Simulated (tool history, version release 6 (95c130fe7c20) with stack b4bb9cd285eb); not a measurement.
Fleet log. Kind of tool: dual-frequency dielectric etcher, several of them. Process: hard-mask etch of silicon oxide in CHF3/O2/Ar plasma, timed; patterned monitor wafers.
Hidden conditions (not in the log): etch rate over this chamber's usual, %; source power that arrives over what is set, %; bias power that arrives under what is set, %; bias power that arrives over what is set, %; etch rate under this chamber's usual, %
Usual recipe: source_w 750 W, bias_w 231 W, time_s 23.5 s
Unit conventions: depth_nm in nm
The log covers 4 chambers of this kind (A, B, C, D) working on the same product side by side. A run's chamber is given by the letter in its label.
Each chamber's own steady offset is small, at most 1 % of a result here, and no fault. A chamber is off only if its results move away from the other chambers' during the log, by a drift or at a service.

run,hour,source_w,bias_w,time_s,hours since the last wet clean,hours since the last source power generator calibration,hours since the last bias power generator calibration,"read-back reference wafer on the same gauge, depth_nm",depth_nm
1D,7.0,750,231,23.5,274.4,848.7,3763.3,55.795,54.932
2A,12.8,750,231,23.5,440.2,1548.6,463.8,55.786,55.484
3C,18.9,750,231,23.5,496.6,2741.1,1057.4,55.793,55.185
4B,29.6,750,231,23.5,333.0,788.5,857.5,55.795,54.644
# hour 34.6: chamber A: wet clean of the chamber
5C,40.6,750,231,23.5,518.3,2762.8,1079.1,55.748,55.184
6A,52.4,750,231,23.5,17.9,1588.2,503.4,55.752,55.326
7B,61.4,750,231,23.5,364.8,820.3,889.3,55.756,54.676
8D,67.3,750,231,23.5,334.7,909.0,3823.6,55.735,54.943
9B,78.0,750,231,23.5,381.4,836.9,905.9,55.702,54.509
10D,89.7,750,231,23.5,357.1,931.4,3846.0,55.702,54.933
11A,100.7,750,231,23.5,66.2,1636.5,551.7,55.697,55.439
12C,111.7,750,231,23.5,589.4,2833.9,1150.2,55.699,55.152
13D,123.6,750,231,23.5,391.0,965.3,3879.9,55.693,55.031
# hour 123.9: chamber D: wet clean of the chamber
# hour 125.7: chamber C: wet clean of the chamber
14C,136.4,750,231,23.5,10.8,2858.6,1174.9,55.664,55.133
15B,149.4,750,231,23.5,452.8,908.3,977.3,55.666,54.534
# hour 150.9: chamber B: wet clean of the chamber
16A,158.9,750,231,23.5,124.4,1694.7,609.9,55.653,55.155
17D,167.8,750,231,23.5,44.0,1009.5,3924.1,55.652,54.902
18B,180.0,750,231,23.5,29.2,938.9,1007.9,55.616,54.510
19A,193.1,750,231,30.0,158.6,1728.9,644.1,55.612,70.558
20C,202.3,750,231,30.0,76.7,2924.5,1240.8,55.628,70.358
21D,215.2,750,231,30.0,91.4,1056.9,3971.5,55.620,70.019
# hour 218.2: chamber D: bias power generator calibrated
22A,227.4,750,231,30.0,192.9,1763.2,678.4,55.599,70.212
23C,234.6,750,231,23.5,109.0,2956.8,1273.1,55.590,54.873
24B,244.0,750,231,23.5,93.2,1002.9,1071.9,55.595,54.533
25A,250.9,750,231,23.5,216.4,1786.7,701.9,55.588,55.183
26B,257.6,750,231,23.5,106.8,1016.5,1085.5,55.572,54.524
27C,264.2,750,231,23.5,138.6,2986.4,1302.7,55.559,54.875
28D,274.9,750,231,23.5,151.1,1116.6,56.7,55.546,54.772
29B,283.9,750,231,23.5,133.1,1042.8,1111.8,55.528,54.415
30A,290.5,900,270,23.5,256.0,1826.3,741.5,55.522,62.453
31D,301.4,900,270,23.5,177.6,1143.1,83.2,55.531,61.853
32C,311.5,900,270,23.5,185.9,3033.7,1350.0,55.510,62.232
33B,323.2,900,270,23.5,172.4,1082.1,1151.1,55.521,61.535
34D,334.0,750,231,23.5,210.2,1175.7,115.8,55.479,54.783
35C,341.7,890,231,21.5,216.1,3063.9,1380.2,55.501,53.494

All chambers now run identical settings, listed one chamber a line with results as question marks. What results will each chamber show?
36A,351.2,750,231,23.5,,,,,?
36B,351.2,750,231,23.5,,,,,?
36C,351.2,750,231,23.5,,,,,?
36D,351.2,750,231,23.5,,,,,?

run,depth_nm
36A,55.102
36B,54.324
36C,54.757
36D,54.858
